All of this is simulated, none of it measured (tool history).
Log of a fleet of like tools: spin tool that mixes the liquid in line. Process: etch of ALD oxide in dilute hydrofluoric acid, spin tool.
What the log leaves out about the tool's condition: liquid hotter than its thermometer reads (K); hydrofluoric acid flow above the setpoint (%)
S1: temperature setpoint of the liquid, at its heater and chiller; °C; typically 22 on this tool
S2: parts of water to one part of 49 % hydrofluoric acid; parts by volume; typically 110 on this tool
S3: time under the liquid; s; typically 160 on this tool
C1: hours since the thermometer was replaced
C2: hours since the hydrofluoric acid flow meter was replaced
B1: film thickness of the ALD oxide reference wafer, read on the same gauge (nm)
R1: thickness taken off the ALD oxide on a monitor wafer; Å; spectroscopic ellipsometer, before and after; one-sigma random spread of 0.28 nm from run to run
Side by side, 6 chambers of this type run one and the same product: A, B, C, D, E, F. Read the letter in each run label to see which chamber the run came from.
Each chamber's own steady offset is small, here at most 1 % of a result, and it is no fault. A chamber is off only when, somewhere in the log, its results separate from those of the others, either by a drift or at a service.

run	hour	S1	S2	S3	C1	C2	B1	R1
1C	3.1	22	110	160	313	1872.3	70.009	411.95
2B	6.6	22	110	160	615.3	530.6	69.978	415.55
3E	10.9	22	110	160	1058.8	284.2	70.006	416.31
4F	16	22	110	160	48.8	621.1	70.003	409.38
5D	19.4	18	110	190	1505.1	253.6	70.039	419
6A	24	18	110	190	1202.2	436.8	69.984	421.52
7C	28.4	18	110	190	338.3	1897.6	69.992	421.9
8A	33.9	18	110	190	1212.1	446.7	69.974	422.98
9B	38.2	18	110	190	646.9	562.2	69.991	415.02
10F	43.3	18	110	190	76.1	648.4	70.004	420.99
11E	47.1	22	110	160	1095	320.4	69.996	411.37
12D	49.9	22	110	160	1535.6	284.1	70.004	416.23
13D	53	20	155	160	1538.7	287.2	69.996	259.55
14E	57.9	20	155	160	1105.8	331.2	70.055	258.86
15B	63.1	20	155	160	671.8	587.1	69.978	258.77
16A	66.1	20	155	160	1244.3	478.9	69.985	262.15
17F	69.7	20	155	160	102.5	674.8	69.969	262.67
18C	73.1	20	155	160	383	1942.3	70.018	259.35
19C	77.4	22	110	160	387.3	1946.6	69.962	415.64
20F	80.2	22	80	245	113	685.3	70.032	923.38
21A	85.4	22	80	245	1263.6	498.2	69.979	914.06
22D	89.5	22	80	245	1575.2	323.7	70.022	896.53
23E	93.4	22	80	245	1141.3	366.7	69.978	907.67
24B	99.4	22	80	245	708.1	623.4	70.015	898.75
25F	102.9	22	80	245	135.7	708	69.987	928.34
26B	108.5	22	110	160	717.2	632.5	70.024	409.79
27D	112.9	22	110	160	1598.6	347.1	70.043	412.69
28C	115.7	22	110	160	425.6	1984.9	69.982	416.8
# hour 117.5: chamber D: thermometer replaced
29E	119.9	22	110	160	1167.8	393.2	70.004	413.45
30A	125.5	22	110	160	1303.7	538.3	69.982	416.68
31B	129.7	22	110	160	738.4	653.7	69.998	414.57
32E	135.4	22	110	160	1183.3	408.7	70.019	413.49
33C	140.5	22	110	160	450.4	2009.7	70.015	416.98
34A	143.8	22	110	160	1322	556.6	69.984	415.57
35F	148.4	22	110	160	181.2	753.5	70.042	443.59
36D	151.1	22	110	160	33.7	385.3	69.966	413.56

One chamber off, gauge drift, or nothing amiss beyond the chambers' own small offsets? If it is a chamber, which one, and what is the likeliest cause?

Chamber F drifts away from the others.
What lies behind it: hydrofluoric acid flow above the setpoint (%) = 7.5.
It could be hard to tell apart here from: liquid hotter than its thermometer reads (K).

Below are 4 candidate recipes for chamber F's next run, each the usual settings with a change, their results shown as question marks. Which of them brings F's results back in line with what the other chambers give on the usual settings?
In line here means within this much of the mean the other chambers give on the usual settings: R1 10 Å
37F-1	155.4	24	110	160				?
37F-2	155.4	22	110	185				?
37F-3	155.4	22	115	155				?
37F-4	155.4	22	115	145				?

What the other chambers average on the usual settings: R1 415.19 Å
run	R1
37F-1	482.78
37F-2	516.01
37F-3	411.61
37F-4	385.06
37F-3 brings the chamber back in line.

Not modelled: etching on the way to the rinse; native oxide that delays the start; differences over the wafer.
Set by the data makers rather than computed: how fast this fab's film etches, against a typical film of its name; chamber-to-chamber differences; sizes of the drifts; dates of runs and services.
